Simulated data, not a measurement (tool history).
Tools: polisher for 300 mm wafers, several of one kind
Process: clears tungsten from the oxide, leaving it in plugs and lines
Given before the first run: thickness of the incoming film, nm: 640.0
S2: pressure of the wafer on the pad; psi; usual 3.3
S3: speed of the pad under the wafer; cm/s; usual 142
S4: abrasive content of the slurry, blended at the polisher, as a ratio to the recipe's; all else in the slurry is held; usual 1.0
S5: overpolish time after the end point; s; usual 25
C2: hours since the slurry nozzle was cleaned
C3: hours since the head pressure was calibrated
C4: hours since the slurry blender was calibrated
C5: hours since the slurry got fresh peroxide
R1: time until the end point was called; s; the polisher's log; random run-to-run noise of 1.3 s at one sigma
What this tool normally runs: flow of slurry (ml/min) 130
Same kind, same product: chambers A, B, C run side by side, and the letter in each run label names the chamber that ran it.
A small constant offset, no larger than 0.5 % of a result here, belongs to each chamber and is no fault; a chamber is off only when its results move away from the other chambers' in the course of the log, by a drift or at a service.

run 1A hour=5.4 | flow_of_slurry_(ml/min)=130 S2=3.3 S3=142 S4=1.0 S5=25 | wafers_polished_on_this_pad=197 C2=589.9 C3=113.0 C4=291.9 C5=66.0 | R1=104.470
-- hour=5.6 chamber A: slurry tank refilled with fresh slurry and peroxide
run 2B hour=16.1 | flow_of_slurry_(ml/min)=130 S2=3.3 S3=142 S4=1.0 S5=25 | wafers_polished_on_this_pad=329 C2=452.2 C3=262.3 C4=154.3 C5=53.0 | R1=101.730
run 3C hour=22.6 | flow_of_slurry_(ml/min)=130 S2=3.3 S3=142 S4=1.0 S5=25 | wafers_polished_on_this_pad=268 C2=373.6 C3=262.3 C4=178.0 C5=30.1 | R1=103.400
run 4C hour=31.4 | flow_of_slurry_(ml/min)=130 S2=3.3 S3=142 S4=1.0 S5=25 | wafers_polished_on_this_pad=332 C2=382.4 C3=271.1 C4=186.8 C5=38.9 | R1=103.760
-- hour=34.7 chamber A: slurry blender recalibrated
run 5A hour=40.2 | flow_of_slurry_(ml/min)=130 S2=3.3 S3=142 S4=1.0 S5=25 | wafers_polished_on_this_pad=448 C2=624.7 C3=147.8 C4=5.5 C5=34.6 | R1=102.690
run 6B hour=49.3 | flow_of_slurry_(ml/min)=130 S2=3.3 S3=142 S4=1.0 S5=25 | wafers_polished_on_this_pad=569 C2=485.4 C3=295.5 C4=187.5 C5=86.2 | R1=102.740
-- hour=49.8 chamber B: slurry tank refilled with fresh slurry and peroxide
run 7B hour=58.9 | flow_of_slurry_(ml/min)=130 S2=3.3 S3=142 S4=1.0 S5=25 | wafers_polished_on_this_pad=638 C2=495.0 C3=305.1 C4=197.1 C5=9.2 | R1=104.020
-- hour=61.0 chamber A: slurry tank refilled with fresh slurry and peroxide
run 8C hour=64.2 | flow_of_slurry_(ml/min)=130 S2=3.3 S3=142 S4=1.0 S5=25 | wafers_polished_on_this_pad=569 C2=415.2 C3=303.9 C4=219.6 C5=71.7 | R1=102.750
-- hour=71.0 chamber B: worn pad replaced by a new one
run 9A hour=73.8 | flow_of_slurry_(ml/min)=130 S2=3.3 S3=142 S4=1.0 S5=25 | wafers_polished_on_this_pad=691 C2=658.3 C3=181.4 C4=39.1 C5=12.9 | R1=103.690
run 10C hour=83.6 | flow_of_slurry_(ml/min)=130 S2=3.3 S3=142 S4=1.0 S5=25 | wafers_polished_on_this_pad=710 C2=434.6 C3=323.3 C4=239.0 C5=91.1 | R1=102.700
-- hour=90.5 chamber A: slurry nozzle cleaned
run 11A hour=92.5 | flow_of_slurry_(ml/min)=130 S2=3.3 S3=142 S4=1.0 S5=25 | wafers_polished_on_this_pad=827 C2=2.1 C3=200.1 C4=57.8 C5=31.6 | R1=104.750
run 12B hour=101.3 | flow_of_slurry_(ml/min)=130 S2=3.3 S3=142 S4=1.0 S5=25 | wafers_polished_on_this_pad=219 C2=537.4 C3=347.5 C4=239.5 C5=51.6 | R1=102.180
run 13C hour=108.1 | flow_of_slurry_(ml/min)=130 S2=3.3 S3=142 S4=1.0 S5=25 | wafers_polished_on_this_pad=887 C2=459.1 C3=347.8 C4=263.5 C5=115.6 | R1=105.840
-- hour=110.0 chamber C: worn pad replaced by a new one
-- hour=113.0 chamber A: slurry tank refilled with fresh slurry and peroxide
run 14A hour=118.1 | flow_of_slurry_(ml/min)=130 S2=3.3 S3=96 S4=1.0 S5=25 | wafers_polished_on_this_pad=1012 C2=27.7 C3=225.7 C4=83.4 C5=5.1 | R1=154.230
run 15B hour=126.2 | flow_of_slurry_(ml/min)=130 S2=3.3 S3=96 S4=1.0 S5=25 | wafers_polished_on_this_pad=399 C2=562.3 C3=372.4 C4=264.4 C5=76.5 | R1=153.030
run 16C hour=131.8 | flow_of_slurry_(ml/min)=130 S2=3.3 S3=96 S4=1.0 S5=25 | wafers_polished_on_this_pad=158 C2=482.8 C3=371.5 C4=287.2 C5=139.3 | R1=154.110
-- hour=135.6 chamber B: slurry tank refilled with fresh slurry and peroxide
run 17A hour=137.1 | flow_of_slurry_(ml/min)=130 S2=3.3 S3=142 S4=1.0 S5=25 | wafers_polished_on_this_pad=1149 C2=46.7 C3=244.7 C4=102.4 C5=24.1 | R1=106.120
-- hour=140.8 chamber A: worn pad replaced by a new one
run 18B hour=145.6 | flow_of_slurry_(ml/min)=130 S2=3.3 S3=142 S4=1.0 S5=25 | wafers_polished_on_this_pad=540 C2=581.7 C3=391.8 C4=283.8 C5=10.0 | R1=106.590
-- hour=153.4 chamber B: slurry blender recalibrated
run 19B hour=155.2 | flow_of_slurry_(ml/min)=130 S2=3.3 S3=142 S4=1.0 S5=25 | wafers_polished_on_this_pad=609 C2=591.3 C3=401.4 C4=1.9 C5=19.6 | R1=104.600
-- hour=161.1 chamber C: slurry tank refilled with fresh slurry and peroxide
run 20A hour=166.3 | flow_of_slurry_(ml/min)=155 S2=2.5 S3=142 S4=1.0 S5=25 | wafers_polished_on_this_pad=184 C2=75.9 C3=273.9 C4=131.6 C5=53.3 | R1=132.640
-- hour=167.2 chamber C: slurry blender recalibrated
-- hour=170.9 chamber B: worn pad replaced by a new one
run 21C hour=173.8 | flow_of_slurry_(ml/min)=155 S2=2.5 S3=142 S4=1.0 S5=25 | wafers_polished_on_this_pad=462 C2=524.8 C3=413.5 C4=6.7 C5=12.8 | R1=133.940
-- hour=177.8 chamber A: slurry tank refilled with fresh slurry and peroxide
run 22C hour=179.5 | flow_of_slurry_(ml/min)=155 S2=2.5 S3=142 S4=1.0 S5=25 | wafers_polished_on_this_pad=503 C2=530.5 C3=419.2 C4=12.4 C5=18.5 | R1=131.690
run 23A hour=189.6 | flow_of_slurry_(ml/min)=130 S2=3.3 S3=142 S4=1.0 S5=25 | wafers_polished_on_this_pad=352 C2=99.2 C3=297.2 C4=154.9 C5=11.9 | R1=105.380
run 24B hour=195.2 | flow_of_slurry_(ml/min)=130 S2=3.3 S3=142 S4=1.0 S5=25 | wafers_polished_on_this_pad=176 C2=631.3 C3=441.4 C4=41.9 C5=59.6 | R1=109.430
run 25A hour=204.0 | flow_of_slurry_(ml/min)=130 S2=3.3 S3=142 S4=1.0 S5=25 | wafers_polished_on_this_pad=457 C2=113.6 C3=311.6 C4=169.3 C5=26.3 | R1=104.360
run 26C hour=213.1 | flow_of_slurry_(ml/min)=130 S2=3.3 S3=142 S4=1.0 S5=25 | wafers_polished_on_this_pad=746 C2=564.1 C3=452.8 C4=46.0 C5=52.1 | R1=104.100
run 27B hour=220.2 | flow_of_slurry_(ml/min)=130 S2=3.3 S3=142 S4=1.0 S5=25 | wafers_polished_on_this_pad=356 C2=656.3 C3=466.4 C4=66.9 C5=84.6 | R1=106.880
run 28B hour=229.8 | flow_of_slurry_(ml/min)=130 S2=3.3 S3=142 S4=1.0 S5=25 | wafers_polished_on_this_pad=426 C2=665.9 C3=476.0 C4=76.5 C5=94.2 | R1=112.540
-- hour=232.8 chamber C: slurry nozzle cleaned
-- hour=233.9 chamber A: slurry tank refilled with fresh slurry and peroxide
-- hour=234.6 chamber B: slurry tank refilled with fresh slurry and peroxide
run 29A hour=236.3 | flow_of_slurry_(ml/min)=130 S2=3.3 S3=142 S4=1.0 S5=25 | wafers_polished_on_this_pad=690 C2=145.9 C3=343.9 C4=201.6 C5=2.5 | R1=104.340
-- hour=238.5 chamber A: head pressure recalibrated
run 30C hour=244.7 | flow_of_slurry_(ml/min)=130 S2=3.8 S3=142 S4=1.1 S5=25 | wafers_polished_on_this_pad=974 C2=11.9 C3=484.4 C4=77.6 C5=83.7 | R1=88.069
-- hour=245.4 chamber C: worn pad replaced by a new one
run 31C hour=253.1 | flow_of_slurry_(ml/min)=130 S2=3.8 S3=142 S4=1.1 S5=25 | wafers_polished_on_this_pad=55 C2=20.3 C3=492.8 C4=86.0 C5=92.1 | R1=88.232
run 32B hour=262.6 | flow_of_slurry_(ml/min)=130 S2=3.8 S3=142 S4=1.1 S5=25 | wafers_polished_on_this_pad=663 C2=698.7 C3=508.8 C4=109.3 C5=28.1 | R1=97.757
run 33A hour=271.0 | flow_of_slurry_(ml/min)=130 S2=3.3 S3=142 S4=1.0 S5=25 | wafers_polished_on_this_pad=941 C2=180.6 C3=32.6 C4=236.3 C5=37.2 | R1=103.320
-- hour=276.1 chamber A: worn pad replaced by a new one
run 34A hour=280.4 | flow_of_slurry_(ml/min)=130 S2=3.3 S3=142 S4=1.0 S5=25 | wafers_polished_on_this_pad=31 C2=190.0 C3=42.0 C4=245.7 C5=46.6 | R1=103.440
-- hour=284.4 chamber B: worn pad replaced by a new one
run 35B hour=291.0 | flow_of_slurry_(ml/min)=130 S2=3.3 S3=142 S4=1.0 S5=25 | wafers_polished_on_this_pad=48 C2=727.1 C3=537.2 C4=137.7 C5=56.5 | R1=114.800
run 36C hour=298.4 | flow_of_slurry_(ml/min)=130 S2=3.3 S3=142 S4=1.0 S5=19 | wafers_polished_on_this_pad=383 C2=65.6 C3=538.1 C4=131.3 C5=137.4 | R1=103.650

All 3 chambers run these settings next. Forecast each chamber's results:
run 37A hour=306.9 | flow_of_slurry_(ml/min)=130 S2=3.3 S3=142 S4=1.0 S5=14 | R1=?
run 37B hour=306.9 | flow_of_slurry_(ml/min)=130 S2=3.3 S3=142 S4=1.0 S5=14 | R1=?
run 37C hour=306.9 | flow_of_slurry_(ml/min)=130 S2=3.3 S3=142 S4=1.0 S5=14 | R1=?

run=37A R1=104.770
run=37B R1=116.450
run=37C R1=102.860
